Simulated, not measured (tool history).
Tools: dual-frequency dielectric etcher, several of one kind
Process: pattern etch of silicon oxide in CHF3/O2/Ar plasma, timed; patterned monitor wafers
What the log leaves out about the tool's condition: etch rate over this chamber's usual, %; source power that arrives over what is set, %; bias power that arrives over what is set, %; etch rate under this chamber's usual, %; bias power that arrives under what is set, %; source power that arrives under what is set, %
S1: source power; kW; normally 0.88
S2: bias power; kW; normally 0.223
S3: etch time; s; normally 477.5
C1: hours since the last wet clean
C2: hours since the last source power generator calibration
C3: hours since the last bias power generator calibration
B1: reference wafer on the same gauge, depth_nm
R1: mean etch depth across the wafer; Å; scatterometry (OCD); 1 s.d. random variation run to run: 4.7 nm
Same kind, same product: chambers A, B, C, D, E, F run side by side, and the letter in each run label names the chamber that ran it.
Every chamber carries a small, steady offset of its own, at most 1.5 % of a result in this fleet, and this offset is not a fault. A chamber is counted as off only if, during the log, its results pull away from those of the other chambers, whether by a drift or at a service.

Run 1F, hour 7.8: usual settings; C1 16.6; C2 1169.1; C3 1405.4; B1 1089.5. Result: R1 11692 Å.
Run 2E, hour 18.4: usual settings; C1 360.4; C2 794.7; C3 1645.6; B1 1090. Result: R1 11737 Å.
Run 3D, hour 25.8: usual settings; C1 91.9; C2 347.8; C3 382.7; B1 1090.5. Result: R1 11791 Å.
Run 4A, hour 37: usual settings; C1 326.5; C2 1723.8; C3 2947.2; B1 1089.6. Result: R1 11625 Å.
At hour 37.4: chamber A: wet clean of the chamber.
Run 5B, hour 43.6: usual settings; C1 455.9; C2 897.5; C3 431.3; B1 1090.2. Result: R1 11719 Å.
Run 6C, hour 53.3: usual settings; C1 75.1; C2 2358.3; C3 1810.7; B1 1091.2. Result: R1 11783 Å.
Run 7B, hour 60.8: usual settings but S3 355 s; C1 473.1; C2 914.7; C3 448.5; B1 1090.7. Result: R1 8764.3 Å.
Run 8A, hour 70.1: usual settings but S3 355 s; C1 32.8; C2 1756.9; C3 2980.3; B1 1089.7. Result: R1 8624.3 Å.
At hour 71.5: chamber B: wet clean of the chamber.
Run 9C, hour 77.2: usual settings but S3 355 s; C1 99; C2 2382.2; C3 1834.6; B1 1088.8. Result: R1 8698.2 Å.
Run 10E, hour 88.6: usual settings but S3 355 s; C1 430.6; C2 864.9; C3 1715.8; B1 1090.1. Result: R1 8791.3 Å.
Run 11D, hour 96.7: usual settings but S3 355 s; C1 162.8; C2 418.7; C3 453.6; B1 1089. Result: R1 8717.3 Å.
Run 12F, hour 103.6: usual settings but S3 355 s; C1 112.4; C2 1264.9; C3 1501.2; B1 1090.6. Result: R1 8702.4 Å.
Run 13D, hour 114.2: usual settings but S1 1.06 kW; C1 180.3; C2 436.2; C3 471.1; B1 1090.7. Result: R1 12530 Å.
Run 14C, hour 120.4: usual settings but S1 1.06 kW; C1 142.2; C2 2425.4; C3 1877.8; B1 1089.3. Result: R1 12728 Å.
Run 15A, hour 131.8: usual settings but S1 1.06 kW; C1 94.5; C2 1818.6; C3 3042; B1 1089.1. Result: R1 12542 Å.
Run 16E, hour 138: usual settings but S1 1.06 kW; C1 480; C2 914.3; C3 1765.2; B1 1089.9. Result: R1 12677 Å.
Run 17F, hour 149.6: usual settings but S1 1.06 kW; C1 158.4; C2 1310.9; C3 1547.2; B1 1088.8. Result: R1 12578 Å.
Run 18B, hour 160.4: usual settings but S1 1.06 kW; C1 88.9; C2 1014.3; C3 548.1; B1 1089.5. Result: R1 12612 Å.
Run 19F, hour 170.2: usual settings; C1 179; C2 1331.5; C3 1567.8; B1 1091.2. Result: R1 11837 Å.
At hour 175.6: chamber E: wet clean of the chamber.
Run 20B, hour 179.1: usual settings; C1 107.6; C2 1033; C3 566.8; B1 1089.7. Result: R1 11786 Å.
Run 21E, hour 184.9: usual settings; C1 9.3; C2 961.2; C3 1812.1; B1 1088.7. Result: R1 11742 Å.
Run 22A, hour 194.7: usual settings; C1 157.4; C2 1881.5; C3 3104.9; B1 1090.1. Result: R1 11588 Å.
Run 23D, hour 200: usual settings but S1 0.99 kW; C1 266.1; C2 522; C3 556.9; B1 1090.6. Result: R1 12191 Å.
Run 24C, hour 207.7: usual settings but S1 0.99 kW; C1 229.5; C2 2512.7; C3 1965.1; B1 1090.2. Result: R1 12254 Å.
Run 25F, hour 214.2: usual settings but S1 0.99 kW; C1 223; C2 1375.5; C3 1611.8; B1 1090.1. Result: R1 12226 Å.
Run 26E, hour 219.7: usual settings but S1 0.99 kW; C1 44.1; C2 996; C3 1846.9; B1 1089. Result: R1 12245 Å.
Run 27A, hour 228.2: usual settings but S1 0.99 kW; C1 190.9; C2 1915; C3 3138.4; B1 1090.5. Result: R1 12103 Å.
Run 28C, hour 238.4: usual settings but S1 0.99 kW; C1 260.2; C2 2543.4; C3 1995.8; B1 1089. Result: R1 12284 Å.
Run 29D, hour 249.9: usual settings; C1 316; C2 571.9; C3 606.8; B1 1091.6. Result: R1 11774 Å.
Run 30B, hour 258.9: usual settings; C1 187.4; C2 1112.8; C3 646.6; B1 1090.3. Result: R1 11689 Å.
Run 31B, hour 265.6: usual settings; C1 194.1; C2 1119.5; C3 653.3; B1 1089. Result: R1 11768 Å.
Run 32E, hour 273.5: usual settings; C1 97.9; C2 1049.8; C3 1900.7; B1 1089.8. Result: R1 11838 Å.
Run 33F, hour 280.9: usual settings; C1 289.7; C2 1442.2; C3 1678.5; B1 1090.2. Result: R1 11709 Å.
At hour 286.4: chamber D: wet clean of the chamber.
Run 34C, hour 286.9: usual settings; C1 308.7; C2 2591.9; C3 2044.3; B1 1089.4. Result: R1 11731 Å.
Run 35A, hour 296.3: usual settings; C1 259; C2 1983.1; C3 3206.5; B1 1089.4. Result: R1 11531 Å.
Run 36D, hour 303.8: usual settings; C1 17.5; C2 625.8; C3 660.7; B1 1089.3. Result: R1 11731 Å.
Run 37C, hour 308.9: usual settings; C1 330.7; C2 2613.9; C3 2066.3; B1 1090.4. Result: R1 11689 Å.
Run 38A, hour 315.7: usual settings; C1 278.4; C2 2002.5; C3 3225.9; B1 1090.3. Result: R1 11657 Å.
Run 39E, hour 320.8: usual settings; C1 145.2; C2 1097.1; C3 1948; B1 1090. Result: R1 11771 Å.
Run 40D, hour 327.7: usual settings; C1 41.4; C2 649.7; C3 684.6; B1 1089.4. Result: R1 11774 Å.
Run 41F, hour 336.1: usual settings; C1 344.9; C2 1497.4; C3 1733.7; B1 1091. Result: R1 11692 Å.
Run 42B, hour 343.8: usual settings; C1 272.3; C2 1197.7; C3 731.5; B1 1090.6. Result: R1 11861 Å.
Run 43A, hour 351.8: usual settings; C1 314.5; C2 2038.6; C3 3262; B1 1090. Result: R1 11623 Å.
Run 44C, hour 359.7: usual settings; C1 381.5; C2 2664.7; C3 2117.1; B1 1089.9. Result: R1 11805 Å.

Next, all 6 chambers run the settings below, one line each with question marks for the results. What does each chamber give?
Run 45A, hour 368: usual settings. Result: R1 ?.
Run 45B, hour 368: usual settings. Result: R1 ?.
Run 45C, hour 368: usual settings. Result: R1 ?.
Run 45D, hour 368: usual settings. Result: R1 ?.
Run 45E, hour 368: usual settings. Result: R1 ?.
Run 45F, hour 368: usual settings. Result: R1 ?.

run     R1
45A  11644
45B  11875
45C  11726
45D  11680
45E  11768
45F  11782
